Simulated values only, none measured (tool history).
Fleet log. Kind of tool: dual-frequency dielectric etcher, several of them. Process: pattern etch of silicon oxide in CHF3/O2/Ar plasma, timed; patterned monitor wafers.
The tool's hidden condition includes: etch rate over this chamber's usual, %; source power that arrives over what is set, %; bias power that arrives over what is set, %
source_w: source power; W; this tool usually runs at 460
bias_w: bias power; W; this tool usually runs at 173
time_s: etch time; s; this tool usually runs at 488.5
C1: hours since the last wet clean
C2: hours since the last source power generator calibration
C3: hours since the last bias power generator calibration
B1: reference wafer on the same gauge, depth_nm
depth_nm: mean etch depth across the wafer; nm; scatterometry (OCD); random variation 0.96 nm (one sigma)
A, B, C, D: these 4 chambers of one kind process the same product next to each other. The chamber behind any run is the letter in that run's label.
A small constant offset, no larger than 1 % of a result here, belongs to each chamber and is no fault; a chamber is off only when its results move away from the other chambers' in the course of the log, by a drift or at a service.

run 1D day=0.146 | source_w=460 bias_w=173 time_s=488.5 | C1=439.3 C2=2446.9 C3=285.5 | B1=928.05 | depth_nm=853.48
run 2C day=0.346 | source_w=460 bias_w=173 time_s=488.5 | C1=323.7 C2=3430.4 C3=316.7 | B1=928.29 | depth_nm=862.57
run 3A day=0.496 | source_w=460 bias_w=173 time_s=488.5 | C1=13.0 C2=1696.9 C3=2845.4 | B1=928.48 | depth_nm=860.75
run 4B day=0.717 | source_w=460 bias_w=173 time_s=488.5 | C1=110.4 C2=1427.6 C3=1992.1 | B1=928.50 | depth_nm=852.26
-- day=0.738 chamber D: wet clean of the chamber
run 5C day=0.950 | source_w=370 bias_w=173 time_s=393.0 | C1=338.2 C2=3444.9 C3=331.2 | B1=928.90 | depth_nm=636.54
run 6A day=1.104 | source_w=370 bias_w=173 time_s=393.0 | C1=27.6 C2=1711.5 C3=2860.0 | B1=928.65 | depth_nm=639.54
run 7B day=1.383 | source_w=370 bias_w=173 time_s=393.0 | C1=126.4 C2=1443.6 C3=2008.1 | B1=929.09 | depth_nm=632.54
run 8D day=1.642 | source_w=370 bias_w=173 time_s=393.0 | C1=21.7 C2=2482.8 C3=321.4 | B1=929.19 | depth_nm=631.47
run 9D day=1.808 | source_w=460 bias_w=173 time_s=488.5 | C1=25.7 C2=2486.8 C3=325.4 | B1=929.42 | depth_nm=855.61
run 10B day=1.967 | source_w=460 bias_w=173 time_s=488.5 | C1=140.4 C2=1457.6 C3=2022.1 | B1=929.27 | depth_nm=855.85
run 11A day=2.208 | source_w=460 bias_w=173 time_s=488.5 | C1=54.1 C2=1738.0 C3=2886.5 | B1=929.59 | depth_nm=860.91
run 12C day=2.383 | source_w=500 bias_w=131 time_s=488.5 | C1=372.6 C2=3479.3 C3=365.6 | B1=929.78 | depth_nm=812.80
run 13A day=2.562 | source_w=500 bias_w=131 time_s=488.5 | C1=62.6 C2=1746.5 C3=2895.0 | B1=930.03 | depth_nm=814.54
run 14B day=2.804 | source_w=500 bias_w=131 time_s=488.5 | C1=160.5 C2=1477.7 C3=2042.2 | B1=930.08 | depth_nm=803.05
run 15C day=3.004 | source_w=500 bias_w=131 time_s=488.5 | C1=387.5 C2=3494.2 C3=380.5 | B1=930.40 | depth_nm=812.96
run 16D day=3.204 | source_w=460 bias_w=173 time_s=488.5 | C1=59.2 C2=2520.3 C3=358.9 | B1=930.46 | depth_nm=855.68
run 17B day=3.417 | source_w=460 bias_w=173 time_s=488.5 | C1=175.2 C2=1492.4 C3=2056.9 | B1=930.54 | depth_nm=855.02
run 18D day=3.592 | source_w=460 bias_w=173 time_s=488.5 | C1=68.5 C2=2529.6 C3=368.2 | B1=930.43 | depth_nm=856.79
run 19C day=3.838 | source_w=460 bias_w=173 time_s=488.5 | C1=407.5 C2=3514.2 C3=400.5 | B1=930.60 | depth_nm=864.49
run 20A day=4.104 | source_w=460 bias_w=173 time_s=488.5 | C1=99.6 C2=1783.5 C3=2932.0 | B1=930.83 | depth_nm=861.85
run 21A day=4.325 | source_w=460 bias_w=144 time_s=431.0 | C1=104.9 C2=1788.8 C3=2937.3 | B1=931.44 | depth_nm=717.62
run 22C day=4.517 | source_w=460 bias_w=144 time_s=431.0 | C1=423.8 C2=3530.5 C3=416.8 | B1=931.55 | depth_nm=718.20
run 23B day=4.679 | source_w=460 bias_w=144 time_s=431.0 | C1=205.5 C2=1522.7 C3=2087.2 | B1=931.47 | depth_nm=709.08
run 24D day=4.821 | source_w=460 bias_w=144 time_s=431.0 | C1=98.0 C2=2559.1 C3=397.7 | B1=931.38 | depth_nm=711.13
run 25D day=4.988 | source_w=460 bias_w=173 time_s=488.5 | C1=102.0 C2=2563.1 C3=401.7 | B1=931.73 | depth_nm=857.60
run 26B day=5.242 | source_w=460 bias_w=173 time_s=488.5 | C1=219.0 C2=1536.2 C3=2100.7 | B1=931.69 | depth_nm=855.86
run 27A day=5.496 | source_w=460 bias_w=173 time_s=488.5 | C1=133.0 C2=1816.9 C3=2965.4 | B1=931.94 | depth_nm=864.22

For the next run the whole fleet of 4 chambers uses the same settings. Give each chamber's results:
run 28A day=5.696 | source_w=460 bias_w=173 time_s=488.5 | depth_nm=?
run 28B day=5.696 | source_w=460 bias_w=173 time_s=488.5 | depth_nm=?
run 28C day=5.696 | source_w=460 bias_w=173 time_s=488.5 | depth_nm=?
run 28D day=5.696 | source_w=460 bias_w=173 time_s=488.5 | depth_nm=?

run=28A depth_nm=863.73
run=28B depth_nm=856.55
run=28C depth_nm=863.56
run=28D depth_nm=858.48
